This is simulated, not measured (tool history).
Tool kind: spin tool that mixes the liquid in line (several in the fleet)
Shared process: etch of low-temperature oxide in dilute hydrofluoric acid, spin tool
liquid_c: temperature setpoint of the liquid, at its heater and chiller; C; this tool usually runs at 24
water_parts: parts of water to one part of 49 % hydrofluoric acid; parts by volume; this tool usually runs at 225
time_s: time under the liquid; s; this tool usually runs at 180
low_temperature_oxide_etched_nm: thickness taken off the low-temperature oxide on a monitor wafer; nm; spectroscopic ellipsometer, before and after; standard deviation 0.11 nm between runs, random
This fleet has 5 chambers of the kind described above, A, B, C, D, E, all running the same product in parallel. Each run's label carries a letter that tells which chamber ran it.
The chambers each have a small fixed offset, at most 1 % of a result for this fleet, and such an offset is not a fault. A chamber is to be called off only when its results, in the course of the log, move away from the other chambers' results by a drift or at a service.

run	hour	liquid_c	water_parts	time_s	hours since the thermometer was replaced	hours since the hydrofluoric acid flow meter was replaced	read-back film thickness of the low-temperature oxide reference wafer, read on the same gauge (nm)	low_temperature_oxide_etched_nm
1B	3.4	24	225	180	2114.6	424.1	120.03	12.110
2A	6.7	24	225	180	334.8	501.9	120.01	12.096
3D	10.3	24	225	180	710.4	364.8	120.00	12.123
4E	13.4	24	225	180	864.3	409.0	120.03	12.143
5C	19.4	24	225	180	1249.0	319.0	120.01	12.213
6C	22.8	24	225	180	1252.4	322.4	119.99	12.200
7E	26.1	24	225	180	877.0	421.7	119.97	12.235
8A	29.3	24	225	180	357.4	524.5	120.03	11.996
9B	35.0	24	225	180	2146.2	455.7	119.97	12.230
10D	39.6	24	225	180	739.7	394.1	120.01	12.284
11E	45.6	24	225	180	896.5	441.2	119.99	12.195
12B	49.9	24	225	180	2161.1	470.6	120.01	12.202
# hour 53.4: chamber C: thermometer replaced
13D	55.0	24	225	180	755.1	409.5	120.01	11.984
14C	58.6	24	225	180	5.2	358.2	119.97	12.072
15A	63.4	24	225	180	391.5	558.6	120.02	12.096
16A	66.1	24	225	180	394.2	561.3	120.04	12.189
17B	70.5	24	225	180	2181.7	491.2	120.00	11.958
18E	76.0	24	225	180	926.9	471.6	119.98	12.126
19D	81.6	24	225	180	781.7	436.1	119.97	12.220
20C	86.7	24	225	180	33.3	386.3	119.99	12.166
21D	92.1	24	225	180	792.2	446.6	119.99	12.327
22B	97.7	24	225	180	2208.9	518.4	120.01	11.794
23A	100.3	24	225	180	428.4	595.5	120.00	12.034
24E	104.1	24	225	180	955.0	499.7	120.01	12.131
25C	108.0	24	225	180	54.6	407.6	120.04	12.065
26E	110.6	24	225	180	961.5	506.2	120.04	12.191
# hour 111.7: chamber A: hydrofluoric acid flow meter replaced
# hour 114.1: chamber E: thermometer replaced
27C	116.0	24	225	180	62.6	415.6	119.99	12.119
28B	121.1	24	225	180	2232.3	541.8	119.99	11.571
29D	126.5	24	225	180	826.6	481.0	120.04	12.179
30A	130.4	24	225	180	458.5	18.7	120.05	12.280
31E	135.3	24	225	180	21.2	530.9	119.95	12.204
32D	141.1	24	225	180	841.2	495.6	120.07	12.205
33B	144.7	24	225	180	2255.9	565.4	120.03	11.481
34C	149.0	24	225	180	95.6	448.6	120.00	12.343
35A	154.2	24	225	180	482.3	42.5	119.99	12.157
36D	157.0	24	225	180	857.1	511.5	119.95	12.134
37A	163.0	24	225	180	491.1	51.3	120.01	12.257
38E	168.5	24	225	180	54.4	564.1	119.97	12.168
39B	171.3	24	225	180	2282.5	592.0	120.03	11.116

Read the log: is a single chamber off, either drifting away or since a service, is the gauge that measures every chamber drifting, or is nothing wrong beyond small per-chamber offsets? Name any odd chamber and what most likely caused it.

Little by little, chamber B moves away from the other chambers.
Cause: hydrofluoric acid flow below the setpoint (%) = 6.67.
Not necessarily distinguishable in this log from: liquid colder than its thermometer reads (K).

Below are 4 candidate recipes for chamber B's next run, each the usual settings with a change, their results shown as question marks. Which of them brings B's results back in line with what the other chambers give on the usual settings?
Allowed miss from the other chambers' usual-settings mean, per result, to count as in line: low_temperature_oxide_etched_nm 0.3800 nm
40B-1	175.6	24	210	195				?
40B-2	175.6	24	240	180				?
40B-3	175.6	24	240	165				?
40B-4	175.6	24	225	195				?

On the usual settings, the other chambers give on average: low_temperature_oxide_etched_nm 12.1400 nm
run	low_temperature_oxide_etched_nm
40B-1	13.1760
40B-2	10.2760
40B-3	9.4194
40B-4	12.0820
It is 40B-4 that realigns the chamber with its peers.

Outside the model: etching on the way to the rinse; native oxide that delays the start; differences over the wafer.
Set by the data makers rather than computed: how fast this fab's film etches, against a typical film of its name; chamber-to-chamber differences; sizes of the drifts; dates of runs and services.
